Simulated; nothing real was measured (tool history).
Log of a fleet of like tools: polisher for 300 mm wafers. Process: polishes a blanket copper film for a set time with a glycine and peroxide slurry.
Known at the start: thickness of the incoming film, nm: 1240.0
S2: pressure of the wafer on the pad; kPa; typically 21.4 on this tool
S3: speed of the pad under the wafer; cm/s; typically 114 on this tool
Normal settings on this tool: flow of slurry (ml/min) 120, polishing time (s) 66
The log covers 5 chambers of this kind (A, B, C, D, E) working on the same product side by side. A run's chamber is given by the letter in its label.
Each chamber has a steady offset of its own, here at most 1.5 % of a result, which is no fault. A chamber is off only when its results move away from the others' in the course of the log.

At hour 1.1: chamber B: slurry nozzle cleaned.
Run 1C, hour 3.7: usual settings. Result: film removed (Å) 4125.4.
Run 2D, hour 7.1: usual settings. Result: film removed (Å) 4201.5.
Run 3A, hour 13.1: usual settings. Result: film removed (Å) 4265.1.
Run 4B, hour 16.4: usual settings. Result: film removed (Å) 4219.8.
At hour 18.2: chamber A: worn pad replaced by a new one.
Run 5E, hour 21.1: usual settings. Result: film removed (Å) 4123.
Run 6D, hour 25.4: usual settings. Result: film removed (Å) 4189.2.
At hour 25.5: chamber D: head pressure recalibrated.
Run 7C, hour 29.8: usual settings. Result: film removed (Å) 4221.8.
Run 8E, hour 35.7: usual settings. Result: film removed (Å) 4216.4.
At hour 41.9: chamber D: worn pad replaced by a new one.
Run 9A, hour 41.9: usual settings. Result: film removed (Å) 4260.2.
At hour 44.6: chamber C: worn pad replaced by a new one.
Run 10B, hour 44.6: usual settings. Result: film removed (Å) 4269.1.
At hour 48.7: chamber B: worn pad replaced by a new one.
Run 11C, hour 49: usual settings. Result: film removed (Å) 4127.8.
Run 12D, hour 52.2: usual settings. Result: film removed (Å) 4214.1.
Run 13B, hour 56.5: usual settings. Result: film removed (Å) 4263.2.
Run 14E, hour 59.6: usual settings. Result: film removed (Å) 4139.2.
Run 15A, hour 65.6: usual settings. Result: film removed (Å) 4208.5.
Run 16C, hour 69.3: usual settings. Result: film removed (Å) 4270.1.
At hour 69.5: chamber A: worn pad replaced by a new one.
At hour 72: chamber E: worn pad replaced by a new one.
Run 17A, hour 73.1: usual settings. Result: film removed (Å) 4201.8.
Run 18B, hour 75.9: usual settings. Result: film removed (Å) 4323.
Run 19E, hour 79.9: usual settings. Result: film removed (Å) 4122.8.
At hour 84.5: chamber B: head pressure recalibrated.
Run 20D, hour 86.1: usual settings. Result: film removed (Å) 4136.7.
Run 21B, hour 89: usual settings. Result: film removed (Å) 4214.8.
Run 22A, hour 93.8: usual settings but S3 86 cm/s, polishing time (s) 81. Result: film removed (Å) 4124.5.
Run 23D, hour 99.5: usual settings but S3 86 cm/s, polishing time (s) 81. Result: film removed (Å) 4080.9.
Run 24E, hour 105.5: usual settings but S3 86 cm/s, polishing time (s) 81. Result: film removed (Å) 4081.5.
Run 25C, hour 109.4: usual settings but S3 86 cm/s, polishing time (s) 81. Result: film removed (Å) 4058.7.
At hour 109.8: chamber A: slurry nozzle cleaned.
At hour 110.4: chamber B: worn pad replaced by a new one.
At hour 113.5: chamber D: worn pad replaced by a new one.
Run 26D, hour 114: usual settings but S3 86 cm/s, polishing time (s) 81. Result: film removed (Å) 4113.
Run 27E, hour 117.8: usual settings. Result: film removed (Å) 4201.2.
Run 28C, hour 120.9: usual settings. Result: film removed (Å) 4267.5.
At hour 121.5: chamber A: worn pad replaced by a new one.
Run 29A, hour 126.1: usual settings. Result: film removed (Å) 4267.
At hour 129.5: chamber C: worn pad replaced by a new one.
Run 30B, hour 131.9: usual settings. Result: film removed (Å) 4275.5.
Run 31A, hour 134.7: usual settings but S2 28.3 kPa, polishing time (s) 86. Result: film removed (Å) 6990.
At hour 139.6: chamber E: worn pad replaced by a new one.
Run 32E, hour 140.5: usual settings but S2 28.3 kPa, polishing time (s) 86. Result: film removed (Å) 6986.
Run 33B, hour 146.3: usual settings but S2 28.3 kPa, polishing time (s) 86. Result: film removed (Å) 7037.
Run 34D, hour 150.5: usual settings but S2 28.3 kPa, polishing time (s) 86. Result: film removed (Å) 7025.7.
Run 35C, hour 154.9: usual settings but S2 28.3 kPa, polishing time (s) 86. Result: film removed (Å) 7447.
Run 36C, hour 159: usual settings but S2 29 kPa, polishing time (s) 46. Result: film removed (Å) 3981.6.
At hour 162: chamber E: slurry nozzle cleaned.
Run 37B, hour 162.7: usual settings but S2 29 kPa, polishing time (s) 46. Result: film removed (Å) 3781.5.
Run 38D, hour 167: usual settings but S2 29 kPa, polishing time (s) 46. Result: film removed (Å) 3777.6.
At hour 169.4: chamber E: head pressure recalibrated.
Run 39E, hour 171.8: usual settings but S2 29 kPa, polishing time (s) 46. Result: film removed (Å) 3860.8.
Run 40A, hour 175.8: usual settings but S2 29 kPa, polishing time (s) 46. Result: film removed (Å) 3856.5.
Run 41B, hour 180.5: usual settings. Result: film removed (Å) 4203.1.
At hour 185.1: chamber A: worn pad replaced by a new one.
Run 42E, hour 185.5: usual settings. Result: film removed (Å) 4175.3.
Run 43D, hour 191.6: usual settings. Result: film removed (Å) 4187.2.
Run 44A, hour 195.6: usual settings. Result: film removed (Å) 4170.7.

The same settings go to every chamber for the next run, one line per chamber below. Forecast the results for each:
Run 45A, hour 200: usual settings but flow of slurry (ml/min) 145. Result: film removed (Å) ?.
Run 45B, hour 200: usual settings but flow of slurry (ml/min) 145. Result: film removed (Å) ?.
Run 45C, hour 200: usual settings but flow of slurry (ml/min) 145. Result: film removed (Å) ?.
Run 45D, hour 200: usual settings but flow of slurry (ml/min) 145. Result: film removed (Å) ?.
Run 45E, hour 200: usual settings but flow of slurry (ml/min) 145. Result: film removed (Å) ?.

run  film removed (Å)
45A            4350.6
45B            4497.1
45C            4658.6
45D            4318.1
45E            4358.1
